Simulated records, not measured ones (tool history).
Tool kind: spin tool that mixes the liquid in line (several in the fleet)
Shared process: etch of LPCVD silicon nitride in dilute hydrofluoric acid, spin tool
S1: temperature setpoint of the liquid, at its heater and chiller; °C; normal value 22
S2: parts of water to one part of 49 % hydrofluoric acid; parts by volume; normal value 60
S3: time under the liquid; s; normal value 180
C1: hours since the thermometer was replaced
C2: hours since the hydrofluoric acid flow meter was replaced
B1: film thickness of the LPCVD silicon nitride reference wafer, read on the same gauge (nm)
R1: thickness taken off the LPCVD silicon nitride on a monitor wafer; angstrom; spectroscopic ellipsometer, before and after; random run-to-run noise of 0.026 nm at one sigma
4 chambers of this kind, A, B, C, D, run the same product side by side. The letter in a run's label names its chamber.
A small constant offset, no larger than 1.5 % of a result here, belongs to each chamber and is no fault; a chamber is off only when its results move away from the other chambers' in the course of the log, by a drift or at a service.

Run 1B, hour 8.3: usual settings; C1 999; C2 221.8; B1 110.02. Result: R1 13.556 angstrom.
Run 2D, hour 17.4: usual settings; C1 2041.7; C2 347.1; B1 110.01. Result: R1 13.486 angstrom.
Run 3C, hour 26.3: usual settings; C1 932; C2 608.9; B1 110.03. Result: R1 13.754 angstrom.
Run 4A, hour 34.9: usual settings; C1 1482.8; C2 1043; B1 110. Result: R1 13.335 angstrom.
Run 5B, hour 41.7: usual settings; C1 1032.4; C2 255.2; B1 110. Result: R1 13.579 angstrom.
Run 6A, hour 47: usual settings; C1 1494.9; C2 1055.1; B1 110.01. Result: R1 13.202 angstrom.
Run 7D, hour 56.5: usual settings; C1 2080.8; C2 386.2; B1 110.01. Result: R1 13.621 angstrom.
Run 8C, hour 61.1: usual settings; C1 966.8; C2 643.7; B1 109.98. Result: R1 13.977 angstrom.
Run 9C, hour 68.8: usual settings; C1 974.5; C2 651.4; B1 110.01. Result: R1 13.94 angstrom.
Run 10A, hour 76.9: usual settings; C1 1524.8; C2 1085; B1 109.99. Result: R1 13.072 angstrom.
Run 11B, hour 86: usual settings; C1 1076.7; C2 299.5; B1 109.98. Result: R1 13.342 angstrom.
Run 12D, hour 92.8: usual settings but S1 26 °C, S3 275 s; C1 2117.1; C2 422.5; B1 109.99. Result: R1 27.585 angstrom.
Run 13C, hour 102.2: usual settings but S1 26 °C, S3 275 s; C1 1007.9; C2 684.8; B1 109.96. Result: R1 28.19 angstrom.
Run 14A, hour 110: usual settings but S1 26 °C, S3 275 s; C1 1557.9; C2 1118.1; B1 109.99. Result: R1 25.903 angstrom.
At hour 112.2: chamber D: hydrofluoric acid flow meter replaced.
Run 15D, hour 114.4: usual settings but S1 26 °C, S3 275 s; C1 2138.7; C2 2.3; B1 110. Result: R1 26.72 angstrom.
Run 16B, hour 122.7: usual settings; C1 1113.4; C2 336.2; B1 110.01. Result: R1 13.591 angstrom.
At hour 127: chamber A: hydrofluoric acid flow meter replaced.
Run 17C, hour 132.3: usual settings; C1 1038; C2 714.9; B1 110.03. Result: R1 13.747 angstrom.
Run 18B, hour 139.2: usual settings; C1 1129.9; C2 352.7; B1 110.01. Result: R1 13.524 angstrom.
Run 19A, hour 148: usual settings; C1 1595.9; C2 21.1; B1 109.99. Result: R1 12.599 angstrom.
Run 20D, hour 154.4: usual settings; C1 2178.7; C2 42.3; B1 110.03. Result: R1 13.375 angstrom.
Run 21C, hour 159.2: usual settings but S2 45 parts by volume; C1 1064.9; C2 741.8; B1 109.98. Result: R1 18.059 angstrom.
At hour 163.5: chamber D: thermometer replaced.
Run 22B, hour 168.2: usual settings but S2 45 parts by volume; C1 1158.9; C2 381.7; B1 110.02. Result: R1 18.066 angstrom.
Run 23D, hour 176.3: usual settings but S2 45 parts by volume; C1 12.9; C2 64.2; B1 110.03. Result: R1 18.411 angstrom.
Run 24A, hour 182.4: usual settings but S2 45 parts by volume; C1 1630.3; C2 55.5; B1 109.99. Result: R1 15.758 angstrom.
Run 25B, hour 192: usual settings; C1 1182.7; C2 405.5; B1 110. Result: R1 13.812 angstrom.
Run 26A, hour 198.3: usual settings; C1 1646.2; C2 71.4; B1 110.05. Result: R1 12.371 angstrom.
Run 27C, hour 202.5: usual settings but S1 26.5 °C, S3 75 s; C1 1108.2; C2 785.1; B1 110. Result: R1 7.8522 angstrom.
Run 28D, hour 208.1: usual settings but S1 26.5 °C, S3 75 s; C1 44.7; C2 96; B1 110.01. Result: R1 7.4729 angstrom.
Run 29B, hour 215.6: usual settings but S1 26.5 °C, S3 75 s; C1 1206.3; C2 429.1; B1 109.99. Result: R1 7.6126 angstrom.
Run 30C, hour 221.1: usual settings but S1 26.5 °C, S3 75 s; C1 1126.8; C2 803.7; B1 109.99. Result: R1 7.7333 angstrom.
Run 31A, hour 225.7: usual settings but S2 85 parts by volume; C1 1673.6; C2 98.8; B1 110.01. Result: R1 8.2985 angstrom.
Run 32D, hour 231.6: usual settings but S2 85 parts by volume; C1 68.2; C2 119.5; B1 110.02. Result: R1 9.387 angstrom.
Run 33D, hour 238: usual settings but S2 85 parts by volume; C1 74.6; C2 125.9; B1 109.99. Result: R1 9.6197 angstrom.
Run 34A, hour 247.4: usual settings but S2 85 parts by volume; C1 1695.3; C2 120.5; B1 110.01. Result: R1 8.138 angstrom.
Run 35C, hour 252.2: usual settings; C1 1157.9; C2 834.8; B1 110. Result: R1 13.888 angstrom.
Run 36B, hour 256.9: usual settings; C1 1247.6; C2 470.4; B1 110. Result: R1 13.651 angstrom.

For the next run the whole fleet of 4 chambers uses the same settings. Give each chamber's results:
Run 37A, hour 263.8: usual settings. Result: R1 ?.
Run 37B, hour 263.8: usual settings. Result: R1 ?.
Run 37C, hour 263.8: usual settings. Result: R1 ?.
Run 37D, hour 263.8: usual settings. Result: R1 ?.

run      R1
37A  11.483
37B  13.496
37C  13.727
37D  13.576
